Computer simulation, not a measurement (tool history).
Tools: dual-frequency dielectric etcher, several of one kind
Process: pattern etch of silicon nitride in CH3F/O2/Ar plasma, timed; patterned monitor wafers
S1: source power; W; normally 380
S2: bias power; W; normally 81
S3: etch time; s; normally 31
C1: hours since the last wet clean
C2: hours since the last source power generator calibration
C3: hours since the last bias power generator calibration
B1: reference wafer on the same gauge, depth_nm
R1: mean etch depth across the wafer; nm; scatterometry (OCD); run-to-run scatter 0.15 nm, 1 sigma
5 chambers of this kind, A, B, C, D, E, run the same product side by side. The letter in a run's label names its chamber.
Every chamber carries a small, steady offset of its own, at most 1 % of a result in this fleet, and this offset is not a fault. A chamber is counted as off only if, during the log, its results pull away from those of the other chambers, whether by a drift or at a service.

{"run": "1B", "day": 0.246, "S1": 380, "S2": 81, "S3": 31, "C1": 178.0, "C2": 1651.7, "C3": 396.4, "B1": 26.512, "R1": 22.385}
{"day": 0.25, "done": "chamber D: wet clean of the chamber"}
{"run": "2E", "day": 0.4, "S1": 380, "S2": 81, "S3": 31, "C1": 171.3, "C2": 1979.7, "C3": 1769.6, "B1": 26.505, "R1": 21.949}
{"run": "3A", "day": 0.521, "S1": 380, "S2": 81, "S3": 31, "C1": 17.3, "C2": 2022.2, "C3": 2103.9, "B1": 26.468, "R1": 22.041}
{"run": "4D", "day": 0.679, "S1": 380, "S2": 81, "S3": 31, "C1": 10.4, "C2": 2483.7, "C3": 1309.7, "B1": 26.515, "R1": 22.156}
{"run": "5C", "day": 0.812, "S1": 380, "S2": 81, "S3": 31, "C1": 202.9, "C2": 169.2, "C3": 572.8, "B1": 26.493, "R1": 22.255}
{"run": "6C", "day": 0.971, "S1": 380, "S2": 81, "S3": 31, "C1": 206.7, "C2": 173.0, "C3": 576.6, "B1": 26.482, "R1": 21.854}
{"run": "7A", "day": 1.096, "S1": 380, "S2": 81, "S3": 31, "C1": 31.1, "C2": 2036.0, "C3": 2117.7, "B1": 26.499, "R1": 22.271}
{"run": "8E", "day": 1.283, "S1": 380, "S2": 81, "S3": 31, "C1": 192.5, "C2": 2000.9, "C3": 1790.8, "B1": 26.546, "R1": 22.069}
{"run": "9B", "day": 1.467, "S1": 380, "S2": 81, "S3": 31, "C1": 207.3, "C2": 1681.0, "C3": 425.7, "B1": 26.546, "R1": 22.302}
{"run": "10D", "day": 1.629, "S1": 380, "S2": 81, "S3": 36, "C1": 33.2, "C2": 2506.5, "C3": 1332.5, "B1": 26.531, "R1": 25.474}
{"run": "11D", "day": 1.833, "S1": 380, "S2": 81, "S3": 36, "C1": 38.1, "C2": 2511.4, "C3": 1337.4, "B1": 26.511, "R1": 25.481}
{"run": "12A", "day": 1.979, "S1": 380, "S2": 81, "S3": 36, "C1": 52.3, "C2": 2057.2, "C3": 2138.9, "B1": 26.481, "R1": 25.9}
{"run": "13E", "day": 2.208, "S1": 380, "S2": 81, "S3": 36, "C1": 214.7, "C2": 2023.1, "C3": 1813.0, "B1": 26.481, "R1": 25.708}
{"run": "14C", "day": 2.346, "S1": 380, "S2": 81, "S3": 36, "C1": 239.7, "C2": 206.0, "C3": 609.6, "B1": 26.477, "R1": 25.821}
{"run": "15B", "day": 2.508, "S1": 380, "S2": 81, "S3": 31, "C1": 232.3, "C2": 1706.0, "C3": 450.7, "B1": 26.488, "R1": 22.498}
{"run": "16B", "day": 2.729, "S1": 380, "S2": 81, "S3": 31, "C1": 237.6, "C2": 1711.3, "C3": 456.0, "B1": 26.525, "R1": 22.232}
{"run": "17D", "day": 2.854, "S1": 380, "S2": 81, "S3": 31, "C1": 62.6, "C2": 2535.9, "C3": 1361.9, "B1": 26.455, "R1": 22.06}
{"run": "18C", "day": 3.088, "S1": 380, "S2": 81, "S3": 31, "C1": 257.5, "C2": 223.8, "C3": 627.4, "B1": 26.454, "R1": 22.295}
{"run": "19E", "day": 3.221, "S1": 380, "S2": 81, "S3": 31, "C1": 239.0, "C2": 2047.4, "C3": 1837.3, "B1": 26.501, "R1": 22.18}
{"run": "20A", "day": 3.462, "S1": 460, "S2": 87, "S3": 31, "C1": 87.9, "C2": 2092.8, "C3": 2174.5, "B1": 26.475, "R1": 24.392}
{"run": "21C", "day": 3.646, "S1": 460, "S2": 87, "S3": 31, "C1": 270.9, "C2": 237.2, "C3": 640.8, "B1": 26.454, "R1": 24.499}
{"run": "22A", "day": 3.762, "S1": 460, "S2": 87, "S3": 31, "C1": 95.1, "C2": 2100.0, "C3": 2181.7, "B1": 26.485, "R1": 24.619}
{"run": "23D", "day": 4.004, "S1": 460, "S2": 87, "S3": 31, "C1": 90.2, "C2": 2563.5, "C3": 1389.5, "B1": 26.496, "R1": 24.278}
{"run": "24E", "day": 4.229, "S1": 460, "S2": 87, "S3": 31, "C1": 263.2, "C2": 2071.6, "C3": 1861.5, "B1": 26.501, "R1": 24.24}
{"run": "25B", "day": 4.346, "S1": 380, "S2": 81, "S3": 31, "C1": 276.4, "C2": 1750.1, "C3": 494.8, "B1": 26.506, "R1": 22.542}
{"run": "26B", "day": 4.508, "S1": 380, "S2": 81, "S3": 31, "C1": 280.3, "C2": 1754.0, "C3": 498.7, "B1": 26.525, "R1": 22.301}
{"run": "27A", "day": 4.704, "S1": 380, "S2": 81, "S3": 31, "C1": 117.7, "C2": 2122.6, "C3": 2204.3, "B1": 26.533, "R1": 22.202}
{"run": "28E", "day": 4.825, "S1": 380, "S2": 81, "S3": 31, "C1": 277.5, "C2": 2085.9, "C3": 1875.8, "B1": 26.519, "R1": 22.294}
{"run": "29C", "day": 5.05, "S1": 460, "S2": 81, "S3": 31, "C1": 304.6, "C2": 270.9, "C3": 674.5, "B1": 26.503, "R1": 23.636}
{"run": "30D", "day": 5.179, "S1": 460, "S2": 81, "S3": 31, "C1": 118.4, "C2": 2591.7, "C3": 1417.7, "B1": 26.513, "R1": 23.724}
{"run": "31D", "day": 5.342, "S1": 460, "S2": 81, "S3": 31, "C1": 122.3, "C2": 2595.6, "C3": 1421.6, "B1": 26.509, "R1": 23.804}
{"run": "32C", "day": 5.45, "S1": 460, "S2": 81, "S3": 31, "C1": 314.2, "C2": 280.5, "C3": 684.1, "B1": 26.472, "R1": 23.927}
{"run": "33A", "day": 5.583, "S1": 460, "S2": 81, "S3": 31, "C1": 138.8, "C2": 2143.7, "C3": 2225.4, "B1": 26.498, "R1": 23.768}
{"run": "34E", "day": 5.771, "S1": 380, "S2": 81, "S3": 31, "C1": 300.2, "C2": 2108.6, "C3": 1898.5, "B1": 26.532, "R1": 22.519}
{"run": "35B", "day": 5.925, "S1": 380, "S2": 81, "S3": 31, "C1": 314.3, "C2": 1788.0, "C3": 532.7, "B1": 26.546, "R1": 22.355}
{"run": "36E", "day": 6.138, "S1": 380, "S2": 81, "S3": 31, "C1": 309.0, "C2": 2117.4, "C3": 1907.3, "B1": 26.517, "R1": 21.907}

What goes on in this fleet: one chamber off, a drifting gauge, or nothing beyond the chambers' own small offsets? Name the chamber and the cause, if any.

The fleet is healthy, with each chamber sitting at its usual small offset and no drift in the gauge.
